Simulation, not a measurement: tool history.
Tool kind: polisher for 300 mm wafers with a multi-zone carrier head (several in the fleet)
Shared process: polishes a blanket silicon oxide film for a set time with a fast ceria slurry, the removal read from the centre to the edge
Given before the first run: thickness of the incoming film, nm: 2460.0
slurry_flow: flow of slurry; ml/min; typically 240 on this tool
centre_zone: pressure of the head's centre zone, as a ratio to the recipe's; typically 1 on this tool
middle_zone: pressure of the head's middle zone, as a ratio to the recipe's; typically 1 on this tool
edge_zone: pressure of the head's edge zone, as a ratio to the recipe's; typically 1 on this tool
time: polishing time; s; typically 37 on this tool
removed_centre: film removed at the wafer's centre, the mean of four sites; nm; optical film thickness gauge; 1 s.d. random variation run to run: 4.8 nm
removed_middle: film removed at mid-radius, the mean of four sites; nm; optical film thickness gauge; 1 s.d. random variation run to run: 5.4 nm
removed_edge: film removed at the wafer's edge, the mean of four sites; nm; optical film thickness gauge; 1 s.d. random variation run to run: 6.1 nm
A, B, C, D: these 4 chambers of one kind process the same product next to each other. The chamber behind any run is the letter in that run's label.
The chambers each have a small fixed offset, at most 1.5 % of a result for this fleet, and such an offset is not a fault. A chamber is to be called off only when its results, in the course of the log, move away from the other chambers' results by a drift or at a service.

run   hour  slurry_flow  centre_zone  middle_zone  edge_zone  time  removed_centre  removed_middle  removed_edge
       4.8  -- chamber B: worn pad replaced by a new one
 1A    7.6          240            1            1          1    37          438.08          433.11        433.64
      14.5  -- chamber C: edge zone pressure recalibrated
 2D   15.8          240            1            1          1    37          442.81           439.2        434.84
 3C   23.8          240            1            1          1    37           449.5          437.56        422.27
 4B   27.6          240            1            1          1    37          441.75          441.54        445.46
 5D   32.1          240            1            1          1    37          433.11          444.48        428.64
      35.6  -- chamber D: worn pad replaced by a new one
 6A   40.3          240            1            1          1    37          437.87          428.05        438.77
 7B   46.4          240            1            1          1    37          447.84          445.11        436.66
 8C   50.3          240            1            1          1    37           439.3          434.73        442.73
 9B   54.5          240            1            1          1    37          435.44          436.65        431.57
10C   59.2          240            1            1          1    37          440.42          433.35        443.21
11D   64.9          240            1            1          1    37           439.2          449.87        440.35
12A   69.6          240            1            1          1    37          428.98          430.89        423.51
      72.9  -- chamber C: worn pad replaced by a new one
13B     75          240            1            1          1    37           432.4          430.44        438.17
      80.7  -- chamber B: worn pad replaced by a new one
14D   81.3          200            1         0.95          1    37          431.47          395.81        438.52
15C     86          200            1         0.95          1    37          432.34          404.35        430.43
16A   92.3          200            1         0.95          1    37          402.42          397.13        408.51
      93.8  -- chamber A: centre zone pressure recalibrated
      98.4  -- chamber A: slurry nozzle cleaned
17D  100.1          200            1         0.95          1    37             431          408.15        431.02
     102.1  -- chamber D: centre zone pressure recalibrated
18B    105          240            1            1          1    37          445.76          442.02         426.9
     109.2  -- chamber A: edge zone pressure recalibrated
19C  111.1          240            1            1          1    37          437.12          439.16        429.62
     114.9  -- chamber D: edge zone pressure recalibrated
20A  116.2          240            1            1          1    37          426.28          431.61        414.99
21A  124.2          240            1            1          1    37          418.29          411.96        428.69
22D  128.1          320            1            1          1    37           455.1          459.79        443.12
       131  -- chamber D: worn pad replaced by a new one
23C  135.2          320            1            1          1    37          454.78          448.91        456.13
24B  139.5          320            1            1          1    37          454.48          446.82           453
     139.8  -- chamber C: worn pad replaced by a new one
25D  146.4          320            1            1          1    37          450.93          445.19        442.11
     149.9  -- chamber B: worn pad replaced by a new one
26B  153.2          240            1            1          1    37          430.62          450.04        439.46
27C  161.3          240            1            1          1    37          444.52          428.63        427.76
28A  166.5          240            1            1          1    37          411.12          420.84        415.17
29B  174.1          240            1            1          1    37           439.1          439.77        438.07
30D    178          240            1            1          1    37          435.91          453.38        439.59
31C    186          240            1            1          1    37          444.38          425.29         433.3
32A    194          240            1            1          1    37          401.22          411.43        399.35
33D  198.8          240            1            1          1    37          437.35          432.75        448.62
34C    205          240            1            1          1    37          450.04          435.84         438.8
35B  209.7          240            1            1          1    37          437.87          447.94        442.79
36A  215.1          240            1            1          1    37          395.82          405.15        405.75
     217.2  -- chamber D: worn pad replaced by a new one
     218.4  -- chamber C: worn pad replaced by a new one
     221.5  -- chamber B: worn pad replaced by a new one
37A  222.2          240            1            1          1    37          400.72          392.21        393.85
     225.8  -- chamber C: slurry nozzle cleaned
38B  226.5          240            1            1          1    37          440.02          442.22        438.72
39D  234.2          240            1            1          1    37          443.01          438.13         442.3
40C  239.2          240            1            1          1    37          449.33          438.96        443.65
41C  246.8          240            1            1          1    37          445.25           432.5        444.32
42D  252.4          300            1         1.07          1    37          450.14          481.56         451.6
43A  258.4          300            1         1.07          1    37          408.21          436.29        402.53
44B  262.3          300            1         1.07          1    37          453.69          480.71        443.84

Read the log: is a single chamber off, either drifting away or since a service, is the gauge that measures every chamber drifting, or is nothing wrong beyond small per-chamber offsets? Name any odd chamber and what most likely caused it.

Chamber A drifts away from the others.
What lies behind it: removal rate lost through wear of the pad, % = 9.25.

Chamber A could run next with any of the 4 candidate recipes listed below; each alters the usual settings, and their results appear as question marks. Which one brings its results back in line with what the other chambers deliver on the usual settings?
Maximum distance from the other chambers' mean on the usual settings for a result to count as in line: removed_centre 17 nm; removed_middle 19 nm; removed_edge 21 nm
45A-1  268.2          235         0.98            1          1    34               ?               ?             ?
45A-2  268.2          245         1.02            1          1    41               ?               ?             ?
45A-3  268.2          245         1.03            1          1    43               ?               ?             ?
45A-4  268.2          235         0.97            1          1    32               ?               ?             ?

Mean of the other chambers on the usual settings: removed_centre 441.13 nm; removed_middle 437.07 nm; removed_edge 436.25 nm
  run  removed_centre  removed_middle  removed_edge
45A-1          349.87          360.65        362.85
45A-2          443.38           437.1        439.29
45A-3          469.99           458.4        460.72
45A-4           325.6          339.45        341.51
The answer is 45A-2, which returns the chamber to within the allowed miss of the others.
